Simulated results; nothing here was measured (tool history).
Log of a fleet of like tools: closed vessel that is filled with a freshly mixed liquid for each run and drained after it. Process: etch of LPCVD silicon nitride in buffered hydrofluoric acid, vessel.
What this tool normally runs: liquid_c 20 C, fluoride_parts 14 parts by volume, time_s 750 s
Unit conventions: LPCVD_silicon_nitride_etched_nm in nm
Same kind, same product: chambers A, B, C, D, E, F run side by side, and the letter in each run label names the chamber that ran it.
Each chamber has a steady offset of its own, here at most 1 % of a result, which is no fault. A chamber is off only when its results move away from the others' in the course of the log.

| run | hour | liquid_c | fluoride_parts | time_s | hours since the thermometer was replaced | hours since the hydrofluoric acid flow meter was replaced | read-back film thickness of the LPCVD silicon nitride reference wafer, read on the same gauge (nm) | LPCVD_silicon_nitride_etched_nm |
|---|---|---|---|---|---|---|---|---|
| 1A | 9.9 | 20 | 14 | 750 | 1734.4 | 1001.4 | 50.021 | 6.148 |
| 2D | 22.7 | 20 | 14 | 750 | 331.5 | 25.7 | 50.007 | 6.213 |
| 3F | 31.7 | 20 | 14 | 750 | 385.4 | 1880.5 | 50.003 | 6.0725 |
| 4C | 40.3 | 20 | 14 | 750 | 48.3 | 613.7 | 49.992 | 6.1882 |
| 5E | 49.6 | 20 | 14 | 750 | 1469.6 | 689.9 | 49.987 | 6.1668 |
| 6B | 61.8 | 20 | 14 | 750 | 494.4 | 398.1 | 50.023 | 6.2534 |
| 7B | 74 | 20 | 14 | 750 | 506.6 | 410.3 | 50.063 | 6.2452 |
| 8A | 90.1 | 20 | 14 | 750 | 1814.6 | 1081.6 | 50 | 6.1701 |
| 9E | 106.2 | 20 | 14 | 750 | 1526.2 | 746.5 | 50.012 | 6.1592 |
| 10F | 114.9 | 20 | 9.5 | 1085 | 468.6 | 1963.7 | 50.015 | 12.794 |
| 11C | 130.5 | 20 | 9.5 | 1085 | 138.5 | 703.9 | 50.013 | 12.682 |
| 12D | 144.9 | 20 | 9.5 | 1085 | 453.7 | 147.9 | 49.961 | 12.926 |
| 13A | 160.8 | 20 | 9.5 | 1085 | 1885.3 | 1152.3 | 49.998 | 12.87 |
| 14C | 176.9 | 20 | 9.5 | 1085 | 184.9 | 750.3 | 50.011 | 12.857 |
| 15F | 185.9 | 20 | 9.5 | 1085 | 539.6 | 2034.7 | 49.988 | 12.753 |
| 16D | 198.8 | 20 | 14 | 750 | 507.6 | 201.8 | 49.982 | 6.2478 |
| 17B | 206.3 | 20 | 14 | 750 | 638.9 | 542.6 | 50.035 | 6.331 |
| 18E | 220.1 | 20 | 14 | 750 | 1640.1 | 860.4 | 49.953 | 6.1833 |
|  | 227.5 | chamber B: hydrofluoric acid flow meter replaced |
| 19F | 233.9 | 20 | 14 | 750 | 587.6 | 2082.7 | 50.051 | 6.1358 |
| 20E | 244.5 | 20 | 14 | 750 | 1664.5 | 884.8 | 49.987 | 6.1431 |
| 21D | 254.8 | 20 | 14 | 750 | 563.6 | 257.8 | 50.009 | 6.2231 |
| 22C | 270.6 | 20 | 14 | 750 | 278.6 | 844 | 49.994 | 6.1202 |
| 23B | 282.2 | 20 | 14 | 750 | 714.8 | 54.7 | 49.967 | 6.3365 |
| 24A | 290 | 20 | 14 | 750 | 2014.5 | 1281.5 | 50.025 | 6.2097 |
| 25C | 303.1 | 20 | 14 | 750 | 311.1 | 876.5 | 50.011 | 6.1652 |
|  | 315 | chamber A: thermometer replaced |
| 26E | 318.5 | 20 | 14 | 750 | 1738.5 | 958.8 | 50.011 | 6.128 |
| 27F | 332 | 20 | 14 | 750 | 685.7 | 2180.8 | 49.996 | 6.1434 |
| 28A | 340.2 | 20 | 14 | 750 | 25.3 | 1331.7 | 50.02 | 6.1778 |
|  | 340.4 | chamber F: hydrofluoric acid flow meter replaced |
| 29D | 355.2 | 20 | 16.5 | 490 | 664 | 358.2 | 49.99 | 3.4835 |
| 30B | 369.2 | 20 | 16.5 | 490 | 801.8 | 141.7 | 49.993 | 3.5802 |
| 31C | 383.5 | 20 | 16.5 | 490 | 391.5 | 956.9 | 49.936 | 3.3943 |
| 32F | 394.5 | 20 | 16.5 | 490 | 748.2 | 54.2 | 49.978 | 3.4223 |
| 33E | 408.6 | 20 | 16.5 | 490 | 1828.6 | 1048.9 | 49.995 | 3.4185 |
| 34B | 420.3 | 20 | 16.5 | 490 | 852.9 | 192.8 | 50.026 | 3.6233 |
| 35D | 435.5 | 20 | 14 | 750 | 744.3 | 438.5 | 50 | 6.2038 |
| 36A | 444 | 20 | 14 | 750 | 129.1 | 1435.5 | 49.987 | 6.1714 |
| 37E | 457.5 | 20 | 14 | 750 | 1877.5 | 1097.8 | 50.013 | 6.1663 |
| 38C | 470.4 | 20 | 14 | 750 | 478.4 | 1043.8 | 49.968 | 6.2338 |

The same settings go to every chamber for the next run, one line per chamber below. Forecast the results for each:
| 39A | 482.4 | 20 | 14 | 750 |  |  |  | ? |
| 39B | 482.4 | 20 | 14 | 750 |  |  |  | ? |
| 39C | 482.4 | 20 | 14 | 750 |  |  |  | ? |
| 39D | 482.4 | 20 | 14 | 750 |  |  |  | ? |
| 39E | 482.4 | 20 | 14 | 750 |  |  |  | ? |
| 39F | 482.4 | 20 | 14 | 750 |  |  |  | ? |

| run | LPCVD_silicon_nitride_etched_nm |
|---|---|
| 39A | 6.1153 |
| 39B | 6.5993 |
| 39C | 6.2073 |
| 39D | 6.2433 |
| 39E | 6.1825 |
| 39F | 6.1504 |

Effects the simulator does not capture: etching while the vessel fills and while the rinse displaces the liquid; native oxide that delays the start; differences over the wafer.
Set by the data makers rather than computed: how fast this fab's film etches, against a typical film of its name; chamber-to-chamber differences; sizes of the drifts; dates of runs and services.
